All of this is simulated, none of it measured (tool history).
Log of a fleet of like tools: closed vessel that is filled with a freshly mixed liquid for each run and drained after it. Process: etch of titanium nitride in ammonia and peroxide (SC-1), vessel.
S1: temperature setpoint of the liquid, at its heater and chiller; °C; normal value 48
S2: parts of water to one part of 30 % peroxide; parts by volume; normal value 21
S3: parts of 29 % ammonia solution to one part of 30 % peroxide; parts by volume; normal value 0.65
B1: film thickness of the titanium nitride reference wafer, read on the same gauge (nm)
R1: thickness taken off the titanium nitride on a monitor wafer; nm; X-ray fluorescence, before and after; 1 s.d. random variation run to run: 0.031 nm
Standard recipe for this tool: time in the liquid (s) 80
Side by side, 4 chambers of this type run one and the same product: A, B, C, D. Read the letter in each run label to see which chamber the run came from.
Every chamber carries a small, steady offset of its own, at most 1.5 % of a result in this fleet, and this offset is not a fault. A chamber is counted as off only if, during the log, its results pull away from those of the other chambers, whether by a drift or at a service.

{"run": "1A", "hour": 1.9, "S1": 48, "S2": 21, "S3": 0.65, "time in the liquid (s)": 80, "B1": 30.032, "R1": 4.4528}
{"run": "2D", "hour": 6.1, "S1": 48, "S2": 21, "S3": 0.65, "time in the liquid (s)": 80, "B1": 29.973, "R1": 4.4737}
{"run": "3C", "hour": 9.6, "S1": 48, "S2": 21, "S3": 0.65, "time in the liquid (s)": 80, "B1": 30.029, "R1": 4.3872}
{"run": "4B", "hour": 11.8, "S1": 48, "S2": 21, "S3": 0.65, "time in the liquid (s)": 80, "B1": 29.994, "R1": 4.3751}
{"hour": 13.9, "done": "chamber A: new drum of ammonia solution connected"}
{"run": "5A", "hour": 14.2, "S1": 48, "S2": 21, "S3": 0.65, "time in the liquid (s)": 80, "B1": 30.017, "R1": 4.4485}
{"run": "6C", "hour": 16.3, "S1": 48, "S2": 21, "S3": 0.65, "time in the liquid (s)": 80, "B1": 29.972, "R1": 4.4262}
{"run": "7B", "hour": 18.8, "S1": 48, "S2": 21, "S3": 0.65, "time in the liquid (s)": 80, "B1": 29.972, "R1": 4.4011}
{"run": "8D", "hour": 22.3, "S1": 48, "S2": 21, "S3": 0.65, "time in the liquid (s)": 80, "B1": 29.985, "R1": 4.493}
{"run": "9D", "hour": 24.8, "S1": 48, "S2": 21, "S3": 0.65, "time in the liquid (s)": 80, "B1": 30.01, "R1": 4.5203}
{"run": "10B", "hour": 27.7, "S1": 48, "S2": 21, "S3": 0.65, "time in the liquid (s)": 80, "B1": 29.991, "R1": 4.4528}
{"run": "11A", "hour": 31.6, "S1": 48, "S2": 21, "S3": 0.65, "time in the liquid (s)": 80, "B1": 30.067, "R1": 4.4608}
{"run": "12C", "hour": 35.7, "S1": 48, "S2": 21, "S3": 0.65, "time in the liquid (s)": 80, "B1": 29.979, "R1": 4.3871}
{"hour": 36.1, "done": "chamber D: new drum of ammonia solution connected"}
{"run": "13B", "hour": 39.3, "S1": 48, "S2": 21, "S3": 0.65, "time in the liquid (s)": 80, "B1": 30.016, "R1": 4.355}
{"run": "14D", "hour": 41.6, "S1": 48, "S2": 21, "S3": 0.65, "time in the liquid (s)": 80, "B1": 29.989, "R1": 4.484}
{"run": "15A", "hour": 44.1, "S1": 48, "S2": 21, "S3": 0.65, "time in the liquid (s)": 80, "B1": 30.034, "R1": 4.4258}
{"run": "16C", "hour": 47.4, "S1": 48, "S2": 21, "S3": 0.65, "time in the liquid (s)": 80, "B1": 29.98, "R1": 4.4008}
{"run": "17C", "hour": 49.6, "S1": 48, "S2": 21, "S3": 0.65, "time in the liquid (s)": 80, "B1": 29.99, "R1": 4.3936}
{"run": "18A", "hour": 51.8, "S1": 48, "S2": 21, "S3": 0.65, "time in the liquid (s)": 80, "B1": 30.024, "R1": 4.4558}
{"run": "19D", "hour": 55.6, "S1": 48, "S2": 21, "S3": 0.65, "time in the liquid (s)": 80, "B1": 29.984, "R1": 4.4259}
{"run": "20B", "hour": 57.9, "S1": 48, "S2": 21, "S3": 0.65, "time in the liquid (s)": 80, "B1": 29.997, "R1": 4.3886}
{"run": "21D", "hour": 59.9, "S1": 48, "S2": 21, "S3": 0.65, "time in the liquid (s)": 80, "B1": 29.944, "R1": 4.4246}
{"run": "22C", "hour": 64.2, "S1": 48, "S2": 21, "S3": 0.65, "time in the liquid (s)": 80, "B1": 30.003, "R1": 4.3879}
{"run": "23B", "hour": 66.3, "S1": 48, "S2": 21, "S3": 0.65, "time in the liquid (s)": 80, "B1": 30.033, "R1": 4.437}
{"run": "24A", "hour": 69.5, "S1": 48, "S2": 21, "S3": 0.65, "time in the liquid (s)": 80, "B1": 30.017, "R1": 4.4774}
{"run": "25C", "hour": 73.7, "S1": 48, "S2": 21, "S3": 0.65, "time in the liquid (s)": 80, "B1": 29.966, "R1": 4.4251}
{"run": "26D", "hour": 76.8, "S1": 48, "S2": 21, "S3": 0.65, "time in the liquid (s)": 80, "B1": 30.032, "R1": 4.2644}
{"run": "27B", "hour": 80.8, "S1": 48, "S2": 21, "S3": 0.65, "time in the liquid (s)": 80, "B1": 29.946, "R1": 4.353}
{"run": "28A", "hour": 84.0, "S1": 48, "S2": 21, "S3": 0.65, "time in the liquid (s)": 80, "B1": 30.004, "R1": 4.4514}
{"run": "29D", "hour": 87.9, "S1": 48, "S2": 21, "S3": 0.65, "time in the liquid (s)": 80, "B1": 30.034, "R1": 4.2874}
{"run": "30A", "hour": 90.5, "S1": 48, "S2": 21, "S3": 0.95, "time in the liquid (s)": 55, "B1": 30.013, "R1": 3.2854}
{"run": "31B", "hour": 92.8, "S1": 48, "S2": 21, "S3": 0.95, "time in the liquid (s)": 55, "B1": 30.028, "R1": 3.2527}
{"run": "32C", "hour": 95.5, "S1": 48, "S2": 21, "S3": 0.95, "time in the liquid (s)": 55, "B1": 30.008, "R1": 3.2256}
{"run": "33B", "hour": 98.5, "S1": 48, "S2": 21, "S3": 0.95, "time in the liquid (s)": 55, "B1": 29.953, "R1": 3.2522}
{"run": "34C", "hour": 102.5, "S1": 48, "S2": 21, "S3": 0.65, "time in the liquid (s)": 80, "B1": 29.935, "R1": 4.3625}
{"run": "35A", "hour": 106.7, "S1": 51.5, "S2": 21, "S3": 0.65, "time in the liquid (s)": 120, "B1": 29.961, "R1": 8.6095}
{"run": "36D", "hour": 111.0, "S1": 51.5, "S2": 21, "S3": 0.65, "time in the liquid (s)": 120, "B1": 29.951, "R1": 7.9419}
{"run": "37D", "hour": 114.8, "S1": 51.5, "S2": 21, "S3": 0.65, "time in the liquid (s)": 120, "B1": 30.017, "R1": 7.9933}
{"run": "38A", "hour": 117.7, "S1": 51.5, "S2": 21, "S3": 0.65, "time in the liquid (s)": 120, "B1": 29.952, "R1": 8.6229}
{"run": "39C", "hour": 119.9, "S1": 48, "S2": 21, "S3": 0.65, "time in the liquid (s)": 80, "B1": 30.007, "R1": 4.4427}
{"run": "40B", "hour": 123.7, "S1": 48, "S2": 21, "S3": 0.65, "time in the liquid (s)": 80, "B1": 30.018, "R1": 4.4022}

One chamber off, gauge drift, or nothing amiss beyond the chambers' own small offsets? If it is a chamber, which one, and what is the likeliest cause?

Chamber D drifts away from the others.
Cause: liquid colder than its thermometer reads (K) = 1.19.

Below are 4 candidate recipes for chamber D's next run, each the usual settings with a change, their results shown as question marks. Which of them brings D's results back in line with what the other chambers give on the usual settings?
To be in line, a result may differ from the other chambers' mean on the usual settings by at most: R1 0.11 nm
{"run": "41D-1", "hour": 126.9, "S1": 48, "S2": 21, "S3": 0.9, "time in the liquid (s)": 80, "R1": "?"}
{"run": "41D-2", "hour": 126.9, "S1": 48, "S2": 20, "S3": 0.65, "time in the liquid (s)": 80, "R1": "?"}
{"run": "41D-3", "hour": 126.9, "S1": 48, "S2": 22, "S3": 0.65, "time in the liquid (s)": 80, "R1": "?"}
{"run": "41D-4", "hour": 126.9, "S1": 48, "S2": 23.5, "S3": 0.65, "time in the liquid (s)": 80, "R1": "?"}

The mean the other chambers reach with the usual settings: R1 4.4139 nm
run=41D-1 R1=4.3665
run=41D-2 R1=4.2302
run=41D-3 R1=4.0103
run=41D-4 R1=3.8641
41D-1 puts the chamber back in line with the other chambers.
